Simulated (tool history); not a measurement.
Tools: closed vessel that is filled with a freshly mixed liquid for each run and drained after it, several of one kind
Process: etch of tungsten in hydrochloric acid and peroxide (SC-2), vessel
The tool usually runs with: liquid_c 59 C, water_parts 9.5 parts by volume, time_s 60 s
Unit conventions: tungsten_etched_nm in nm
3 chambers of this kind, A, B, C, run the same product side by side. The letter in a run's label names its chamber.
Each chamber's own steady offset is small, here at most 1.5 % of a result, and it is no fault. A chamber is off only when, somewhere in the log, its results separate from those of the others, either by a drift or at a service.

run	hour	liquid_c	water_parts	time_s	read-back film thickness of the tungsten reference wafer, read on the same gauge (nm)	tungsten_etched_nm
1C	4.9	59	9.5	60	40.034	26.301
2B	9.5	59	9.5	60	40.001	25.815
3A	13.6	59	9.5	60	40.044	26.078
4A	21	59	9.5	60	39.965	26.133
5C	28.7	59	9.5	60	39.99	26.374
6B	37	59	9.5	60	39.969	25.714
7A	41.4	59	9.5	60	40.008	26.189
8B	47.7	59	9.5	60	39.975	25.972
9C	55.1	59	9.5	35	39.978	15.256
10A	62.7	59	9.5	35	39.986	15.212
11B	68.3	59	9.5	35	39.997	15.018
# hour 71.2: chamber C: chemicals flow meter replaced
12C	73.6	59	9.5	60	39.994	26.23
13B	80.4	59	9.5	60	40.008	25.759
14A	84.9	59	9.5	60	40.003	26.183
15C	89.8	59	9.5	60	39.969	26.161
# hour 96.5: chamber C: thermometer replaced
16B	96.9	59	9.5	60	40.007	25.644
17A	103.7	59	9.5	60	39.983	26.032
18C	110.3	59	9.5	60	39.98	26.333
19C	116.1	59	9.5	60	39.992	26.381
20A	124	59	5.5	95	40.001	63.523
21B	133.1	59	5.5	95	39.992	61.741
22A	139.7	59	5.5	95	40.02	63.675
23C	145.1	59	9.5	60	39.994	26.191
24B	154.3	59	9.5	60	40.034	25.363
25C	161.8	59	9.5	60	40.018	26.271
26B	170.1	59	13.5	35	40.042	10.975
27A	178.8	59	13.5	35	39.984	11.317
28A	187.8	59	13.5	35	40	11.267
29B	196.4	59	9.5	60	40.067	25.126
30C	201.2	59	9.5	60	40	26.34
31A	206	59	9.5	60	40.014	25.89
32B	212.8	59	9.5	60	39.972	25.135
33C	219.2	59	9.5	60	40.011	26.213
34A	225.7	50	11.5	60	40.013	12.476
# hour 226: chamber A: chemicals flow meter replaced
35B	229.8	50	11.5	60	39.99	11.885
36C	237.7	50	11.5	60	40.029	12.549
37C	245.4	55	9.5	60	40.028	20.581
38A	250.8	55	9.5	60	39.969	20.255
39B	257.9	55	9.5	60	40.004	19.469
40C	266	59	9.5	60	40	26.365
41B	274.8	59	9.5	60	39.988	24.846
42A	281.6	65	7	60	39.98	47.996
43A	290.7	65	7	60	40.012	48.168
44C	299.5	65	7	60	39.939	48.429

Does one chamber stand apart from the rest, does the shared gauge drift, or is all well apart from small per-chamber offsets? Give the chamber and the most likely cause, where there is one.

It is chamber B that slowly wanders off from its peers.
Cause: chemicals flow below the setpoint (%) = 5.4.
The log may not separate it from: liquid colder than its thermometer reads (K); peroxide weaker than its label (%).

Below are 4 candidate recipes for chamber B's next run, each the usual settings with a change, their results shown as question marks. Which of them brings B's results back in line with what the other chambers give on the usual settings?
In line here means within this much of the mean the other chambers give on the usual settings: tungsten_etched_nm 0.34 nm
45B-1	306.1	59.5	9.5	60		?
45B-2	306.1	58.5	9.5	60		?
45B-3	306.1	60	9.5	60		?
45B-4	306.1	58	9.5	60		?

Other chambers, usual settings, mean: tungsten_etched_nm 26.188 nm
run	tungsten_etched_nm
45B-1	25.376
45B-2	23.824
45B-3	26.186
45B-4	23.081
The right change is 45B-3: it brings the chamber back within the allowed miss of the others.
